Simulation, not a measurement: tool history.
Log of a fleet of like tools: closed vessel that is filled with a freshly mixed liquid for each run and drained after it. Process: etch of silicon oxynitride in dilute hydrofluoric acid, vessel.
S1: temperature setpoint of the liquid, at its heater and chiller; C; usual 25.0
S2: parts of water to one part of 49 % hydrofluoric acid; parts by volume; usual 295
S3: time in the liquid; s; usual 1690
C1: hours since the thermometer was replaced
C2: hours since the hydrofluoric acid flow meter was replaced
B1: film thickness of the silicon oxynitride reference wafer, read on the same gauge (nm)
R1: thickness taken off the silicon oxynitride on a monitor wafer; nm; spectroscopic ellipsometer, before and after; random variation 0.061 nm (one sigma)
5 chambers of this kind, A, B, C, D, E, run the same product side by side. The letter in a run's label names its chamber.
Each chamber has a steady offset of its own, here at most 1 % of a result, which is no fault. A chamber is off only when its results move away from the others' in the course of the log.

| run | hour | S1 | S2 | S3 | C1 | C2 | B1 | R1 |
|---|---|---|---|---|---|---|---|---|
| 1A | 9.1 | 25.0 | 295 | 1690 | 1872.6 | 430.3 | 40.013 | 7.5201 |
| 2D | 16.7 | 25.0 | 295 | 1690 | 470.8 | 288.8 | 40.007 | 7.4418 |
| 3C | 25.1 | 25.0 | 295 | 1690 | 97.3 | 542.5 | 39.989 | 7.3877 |
| 4B | 30.0 | 25.0 | 295 | 1690 | 211.0 | 75.0 | 40.016 | 7.4890 |
| 5E | 36.2 | 21.5 | 220 | 1690 | 94.9 | 155.9 | 39.981 | 9.0147 |
| 6B | 44.8 | 21.5 | 220 | 1690 | 225.8 | 89.8 | 40.013 | 9.0173 |
| 7C | 53.7 | 21.5 | 220 | 1690 | 125.9 | 571.1 | 39.999 | 8.9629 |
| 8E | 63.2 | 21.5 | 220 | 1690 | 121.9 | 182.9 | 40.002 | 9.0021 |
| 9A | 72.4 | 21.5 | 220 | 1690 | 1935.9 | 493.6 | 39.981 | 8.9966 |
| 10D | 81.3 | 25.0 | 295 | 1690 | 535.4 | 353.4 | 40.009 | 7.4826 |
| 11B | 89.2 | 25.0 | 295 | 1690 | 270.2 | 134.2 | 40.017 | 7.4383 |
| 12E | 95.1 | 25.0 | 295 | 1690 | 153.8 | 214.8 | 40.023 | 7.4140 |
| 13D | 99.6 | 21.5 | 295 | 2070 | 553.7 | 371.7 | 40.002 | 7.6964 |
| 14C | 109.0 | 21.5 | 295 | 2070 | 181.2 | 626.4 | 39.964 | 7.8580 |
| 15A | 115.8 | 21.5 | 295 | 2070 | 1979.3 | 537.0 | 39.985 | 7.8752 |
| 16E | 125.4 | 21.5 | 295 | 2070 | 184.1 | 245.1 | 39.987 | 7.9283 |
| 17A | 133.0 | 21.5 | 295 | 2070 | 1996.5 | 554.2 | 39.983 | 7.8137 |
| 18C | 140.1 | 20.5 | 295 | 1170 | 212.3 | 657.5 | 39.999 | 4.2795 |
| 19B | 146.4 | 20.5 | 295 | 1170 | 327.4 | 191.4 | 39.991 | 4.2584 |
| 20D | 155.1 | 20.5 | 295 | 1170 | 609.2 | 427.2 | 39.999 | 4.2084 |
| 21E | 162.1 | 20.5 | 295 | 1170 | 220.8 | 281.8 | 40.017 | 4.3030 |
| 22A | 168.0 | 20.5 | 295 | 1170 | 2031.5 | 589.2 | 40.004 | 4.2662 |
| 23C | 175.3 | 25.0 | 295 | 1690 | 247.5 | 692.7 | 40.015 | 7.5698 |
| 24B | 182.8 | 25.0 | 295 | 1690 | 363.8 | 227.8 | 39.992 | 7.4391 |
| 25D | 191.3 | 25.0 | 295 | 1690 | 645.4 | 463.4 | 40.011 | 7.4316 |
| 26E | 198.5 | 25.0 | 295 | 1690 | 257.2 | 318.2 | 40.015 | 7.4769 |
| 27D | 204.4 | 25.0 | 295 | 1690 | 658.5 | 476.5 | 39.997 | 7.3775 |
| 28A | 213.9 | 25.0 | 295 | 1690 | 2077.4 | 635.1 | 39.994 | 7.4284 |
| 29B | 219.3 | 25.0 | 295 | 1690 | 400.3 | 264.3 | 39.996 | 7.3132 |
| 30C | 228.4 | 25.0 | 295 | 1690 | 300.6 | 745.8 | 39.993 | 7.5950 |
| 31E | 237.6 | 25.0 | 295 | 1690 | 296.3 | 357.3 | 39.993 | 7.5243 |
| 32C | 243.6 | 25.0 | 375 | 1690 | 315.8 | 761.0 | 39.995 | 5.6495 |
| 33B | 252.5 | 25.0 | 375 | 1690 | 433.5 | 297.5 | 39.996 | 5.5344 |
|  | 257.8 | chamber D: hydrofluoric acid flow meter replaced |
| 34D | 258.5 | 25.0 | 375 | 1690 | 712.6 | 0.7 | 40.003 | 5.4173 |
| 35A | 262.9 | 25.0 | 375 | 1690 | 2126.4 | 684.1 | 39.991 | 5.5903 |
| 36E | 269.5 | 25.0 | 375 | 1690 | 328.2 | 389.2 | 39.990 | 5.4440 |
| 37A | 278.6 | 25.0 | 295 | 1690 | 2142.1 | 699.8 | 40.004 | 7.4767 |
| 38D | 283.9 | 25.0 | 295 | 1690 | 738.0 | 26.1 | 40.006 | 7.3927 |

Next, every chamber runs the same settings. What will each give?
| 39A | 290.8 | 25.0 | 360 | 1690 |  |  |  | ? |
| 39B | 290.8 | 25.0 | 360 | 1690 |  |  |  | ? |
| 39C | 290.8 | 25.0 | 360 | 1690 |  |  |  | ? |
| 39D | 290.8 | 25.0 | 360 | 1690 |  |  |  | ? |
| 39E | 290.8 | 25.0 | 360 | 1690 |  |  |  | ? |

| run | R1 |
|---|---|
| 39A | 5.8698 |
| 39B | 5.9415 |
| 39C | 6.0983 |
| 39D | 5.8045 |
| 39E | 5.9011 |
